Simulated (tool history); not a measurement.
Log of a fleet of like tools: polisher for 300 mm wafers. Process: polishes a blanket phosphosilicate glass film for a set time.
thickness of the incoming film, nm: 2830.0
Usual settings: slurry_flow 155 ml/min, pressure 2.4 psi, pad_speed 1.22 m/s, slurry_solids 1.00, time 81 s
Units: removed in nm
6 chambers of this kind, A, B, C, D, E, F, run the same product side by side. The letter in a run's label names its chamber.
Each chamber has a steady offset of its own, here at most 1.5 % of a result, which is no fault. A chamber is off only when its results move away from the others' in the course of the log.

run   hour  slurry_flow  pressure  pad_speed  slurry_solids  time  removed
       5.4  -- chamber E: worn pad replaced by a new one
 1B    6.8          155       2.4       1.22           1.00    81   509.77
 2F   15.0          155       2.4       1.22           1.00    81   504.84
      17.8  -- chamber D: worn pad replaced by a new one
      23.0  -- chamber A: worn pad replaced by a new one
      23.0  -- chamber D: slurry blender recalibrated
 3E   23.6          155       2.4       1.22           1.00    81   517.89
 4A   31.7          155       2.4       1.22           1.00    81   507.38
 5C   36.0          155       2.4       1.22           1.00    81   506.99
 6D   40.5          155       2.4       1.22           1.00    81   503.11
      40.8  -- chamber D: conditioning disc replaced and pad reconditioned
 7D   45.3          155       2.4       1.22           1.00    81   506.59
      49.1  -- chamber C: conditioning disc replaced and pad reconditioned
      50.0  -- chamber A: slurry blender recalibrated
 8F   50.2          155       2.4       1.22           1.00    81   501.34
      51.7  -- chamber B: worn pad replaced by a new one
 9E   55.3          155       2.4       1.22           1.00    81   513.20
      59.6  -- chamber C: worn pad replaced by a new one
10A   61.5          155       2.4       1.22           1.00    81   496.44
      62.8  -- chamber C: head pressure recalibrated
      64.9  -- chamber E: worn pad replaced by a new one
      67.7  -- chamber C: slurry blender recalibrated
11C   69.8          155       2.4       1.22           1.00    81   503.53
      73.7  -- chamber A: worn pad replaced by a new one
12B   76.5          155       2.4       1.22           1.00    81   503.95
      78.6  -- chamber D: worn pad replaced by a new one
13F   81.7          155       2.4       1.22           1.30    81   560.61
14B   86.5          155       2.4       1.22           1.30    81   563.08
15C   90.6          155       2.4       1.22           1.30    81   573.48
16A   98.4          155       2.4       1.22           1.30    81   581.07
17E  106.2          155       2.4       1.22           1.30    81   563.21
     109.7  -- chamber C: worn pad replaced by a new one
18D  113.0          155       2.4       1.22           1.30    81   567.31
19C  119.9          155       2.4       1.22           1.00    81   505.59
20B  128.0          155       2.4       1.22           1.00    81   503.21
     130.0  -- chamber E: worn pad replaced by a new one
     131.7  -- chamber A: worn pad replaced by a new one
     132.6  -- chamber B: slurry blender recalibrated
21E  135.0          155       2.4       1.22           1.00    81   499.74
     136.3  -- chamber C: slurry nozzle cleaned
     137.3  -- chamber E: head pressure recalibrated
     139.5  -- chamber A: conditioning disc replaced and pad reconditioned
22F  141.2          140       3.1       1.22           1.00    81   619.62
23D  148.5          140       3.1       1.22           1.00    81   625.95
     150.4  -- chamber B: worn pad replaced by a new one
24A  154.0          140       3.1       1.22           1.00    81   632.89
     154.9  -- chamber D: worn pad replaced by a new one
25B  162.0          140       3.1       1.22           1.00    81   638.11
26E  168.8          140       3.1       1.22           1.00    81   632.68
     173.1  -- chamber C: worn pad replaced by a new one
     175.5  -- chamber F: conditioning disc replaced and pad reconditioned
27D  175.7          140       3.1       1.22           1.00    81   638.19
28F  182.7          155       2.4       1.22           1.00    81   488.55
     182.8  -- chamber A: worn pad replaced by a new one
29C  188.6          155       2.4       1.50           1.00    81   622.71
     193.2  -- chamber E: worn pad replaced by a new one
30A  194.0          155       2.4       1.50           1.00    81   601.48
31B  198.1          155       2.4       1.50           1.00    81   593.76
32D  206.6          155       2.4       1.50           1.00    81   590.90
     207.0  -- chamber A: slurry nozzle cleaned
     210.3  -- chamber B: slurry nozzle cleaned
33F  212.8          155       2.4       1.50           1.00    81   576.00
34E  218.6          155       2.4       1.50           1.00    81   598.76
     218.8  -- chamber C: slurry blender recalibrated
     224.4  -- chamber C: worn pad replaced by a new one
35C  225.3          155       2.4       1.22           1.00    81   514.90
     226.5  -- chamber E: conditioning disc replaced and pad reconditioned
36A  232.8          155       2.4       1.22           1.00    81   501.57
     233.0  -- chamber D: worn pad replaced by a new one
37E  239.9          155       2.4       1.48           0.90    81   554.20
     241.9  -- chamber A: worn pad replaced by a new one
38A  248.0          155       2.4       1.48           0.90    81   560.88
     253.0  -- chamber B: worn pad replaced by a new one
39B  255.9          155       2.4       1.48           0.90    81   562.97
     260.2  -- chamber E: worn pad replaced by a new one
40D  262.5          155       2.4       1.48           0.90    81   571.16
41C  268.6          155       2.4       1.48           0.90    81   579.79
42F  272.8          155       2.4       1.48           0.90    81   514.80
43E  281.2          155       2.4       1.22           1.00    81   510.07
44B  286.0          155       3.0       1.22           0.75    81   542.43

All 6 chambers run these settings next. Forecast each chamber's results:
45A  292.2          155       2.4       1.22           1.00    81        ?
45B  292.2          155       2.4       1.22           1.00    81        ?
45C  292.2          155       2.4       1.22           1.00    81        ?
45D  292.2          155       2.4       1.22           1.00    81        ?
45E  292.2          155       2.4       1.22           1.00    81        ?
45F  292.2          155       2.4       1.22           1.00    81        ?

run  removed
45A   511.99
45B   508.80
45C   522.95
45D   509.71
45E   500.46
45F   468.09
